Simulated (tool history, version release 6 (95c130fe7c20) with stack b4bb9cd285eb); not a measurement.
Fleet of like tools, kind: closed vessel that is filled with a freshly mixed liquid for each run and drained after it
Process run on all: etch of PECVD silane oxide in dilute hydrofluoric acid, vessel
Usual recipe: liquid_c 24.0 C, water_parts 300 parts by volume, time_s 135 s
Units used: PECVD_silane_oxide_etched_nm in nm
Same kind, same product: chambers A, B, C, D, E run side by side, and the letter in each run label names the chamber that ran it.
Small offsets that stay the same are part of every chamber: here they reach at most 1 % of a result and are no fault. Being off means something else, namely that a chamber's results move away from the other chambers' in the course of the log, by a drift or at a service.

run   hour  liquid_c  water_parts  time_s  read-back film thickness of the PECVD silane oxide reference wafer, read on the same gauge (nm)  PECVD_silane_oxide_etched_nm
 1A   11.4      24.0          300     135                                                                                           69.996                       12.3990
 2B   19.6      24.0          300     135                                                                                           69.995                       12.1680
 3E   28.4      24.0          300     135                                                                                           70.005                       12.2270
 4C   34.0      24.0          300     135                                                                                           69.976                       12.2540
 5D   39.1      24.0          300     135                                                                                           69.991                       12.0800
 6B   48.0      24.0          300     135                                                                                           69.981                       12.2560
 7C   57.7      28.5          180     135                                                                                           69.992                       27.2270
 8E   67.7      28.5          180     135                                                                                           70.001                       28.3490
 9A   78.3      28.5          180     135                                                                                           70.012                       26.9110
10D   85.1      28.5          180     135                                                                                           69.994                       27.5690
11A   92.8      28.5          180     135                                                                                           69.989                       27.1900
12D  100.2      24.0          300     135                                                                                           69.995                       12.2660
13B  105.9      28.5          300     135                                                                                           70.000                       14.4680
14E  117.4      28.5          300     135                                                                                           69.997                       14.2010
15C  127.5      28.5          300     135                                                                                           69.988                       14.2170
16A  136.7      28.5          300     135                                                                                           70.014                       14.5750
17B  144.7      28.5          300     135                                                                                           70.007                       14.5050
18E  151.0      24.0          300     135                                                                                           70.013                       12.2930
19C  157.3      24.0          300     135                                                                                           69.990                       12.1590
20D  164.6      24.0          300     135                                                                                           69.991                       12.1340
21D  174.6      24.0          300     135                                                                                           70.003                       11.9410
22C  185.1      24.0          300     135                                                                                           70.018                       12.2340
23A  191.0      24.0          300     135                                                                                           70.003                       13.0800
24E  202.5      24.0          300     135                                                                                           69.990                       12.3140
25B  211.6      24.0          300     135                                                                                           69.983                       12.3760
     218.1  -- chamber A: thermometer replaced
26D  221.3      24.0          300     135                                                                                           70.032                       11.9170
27B  231.9      24.0          445     135                                                                                           70.000                        7.1392
28A  238.5      24.0          445     135                                                                                           69.994                        7.7524
29E  247.6      24.0          445     135                                                                                           70.001                        7.2048
30C  256.3      24.0          445     135                                                                                           69.982                        7.2523
31E  265.6      24.0          445     135                                                                                           69.996                        7.1920
32C  276.6      24.0          300     135                                                                                           69.994                       12.2360
33B  283.0      24.0          300     135                                                                                           70.009                       12.3970
34A  293.0      24.0          300     135                                                                                           69.981                       13.3500
35D  303.0      24.0          300     135                                                                                           69.993                       11.9890
36E  308.7      24.0          300     175                                                                                           69.988                       15.5220
37D  317.0      24.0          300     175                                                                                           69.987                       15.5570
38B  327.7      24.0          300     175                                                                                           70.006                       15.8250

Next, every chamber runs the same settings. What will each give?
39A  336.1      27.0          300     135                                                                                                                              ?
39B  336.1      27.0          300     135                                                                                                                              ?
39C  336.1      27.0          300     135                                                                                                                              ?
39D  336.1      27.0          300     135                                                                                                                              ?
39E  336.1      27.0          300     135                                                                                                                              ?

run  PECVD_silane_oxide_etched_nm
39A                       15.0590
39B                       13.7320
39C                       13.5620
39D                       13.2010
39E                       13.6000
